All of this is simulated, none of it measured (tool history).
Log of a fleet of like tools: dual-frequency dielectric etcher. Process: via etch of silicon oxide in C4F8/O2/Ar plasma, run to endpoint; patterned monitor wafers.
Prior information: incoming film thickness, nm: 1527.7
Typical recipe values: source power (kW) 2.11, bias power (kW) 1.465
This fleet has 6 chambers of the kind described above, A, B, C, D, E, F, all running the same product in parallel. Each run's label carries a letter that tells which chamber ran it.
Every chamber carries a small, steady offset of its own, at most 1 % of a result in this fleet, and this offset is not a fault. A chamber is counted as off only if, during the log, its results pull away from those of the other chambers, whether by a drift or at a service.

run	hour	source power (kW)	bias power (kW)	endpoint time (s)
1C	3.2	2.11	1.465	322.25
2A	7.5	2.11	1.465	321.84
3D	9.6	2.11	1.465	323.11
4E	14.4	2.11	1.465	318.65
5F	17.2	2.11	1.465	318.35
6B	21.3	2.11	1.465	324.36
7F	25.7	1.68	1.118	374.81
# hour 28.6: chamber D: wet clean of the chamber
8D	30.3	1.68	1.118	380.15
9E	34.4	1.68	1.118	374.93
10A	39	1.68	1.118	383.83
11C	42.4	1.68	1.118	377.71
12B	47	1.68	1.118	379.05
13F	49.5	2.11	1.465	316.84
14C	53.2	2.11	1.465	323.87
15A	55.7	2.11	1.788	303.75
16D	60.3	2.11	1.788	300.71
17B	62.6	2.11	1.788	306.35
18E	66.9	2.11	1.788	305.62
19C	69.1	2.11	1.788	305.19
20B	73.7	2.11	1.788	307.43
21E	78.5	2.11	1.465	320.11
22D	82	2.11	1.643	308.62
23F	85.9	2.11	1.643	311.2
24A	90.3	2.11	1.643	314.24
25E	93.6	2.11	1.643	311.17
26D	97.7	2.11	1.643	313.38
27B	102.4	2.11	1.643	316.38
28C	105.9	2.11	1.465	324.48
29F	109.8	2.44	1.465	300.39
# hour 111.1: chamber C: source power generator calibrated
30A	112.8	2.44	1.465	303.09
31F	115.3	2.44	1.465	300.28
32B	117.7	2.44	1.465	303.98
33E	120.3	2.44	1.465	300.93
34A	123.9	2.44	1.465	301.61
35D	126.1	2.11	1.465	321.42
36C	129.4	2.11	1.465	321.1
37B	131.8	2.11	1.465	322.72
38A	134.2	2.11	1.465	323.36
39E	138.8	2.11	1.465	321.59
40D	142	2.11	1.465	320.11
41C	146.8	2.11	1.465	320.58
42F	149.6	2.11	1.465	320.27
43C	154.3	2.6	1.465	296.27
44F	156.7	2.6	1.465	289.63

What goes on in this fleet: one chamber off, a drifting gauge, or nothing beyond the chambers' own small offsets? Name the chamber and the cause, if any.

All chambers stay in line apart from their small fixed offsets, and the gauge does not drift.
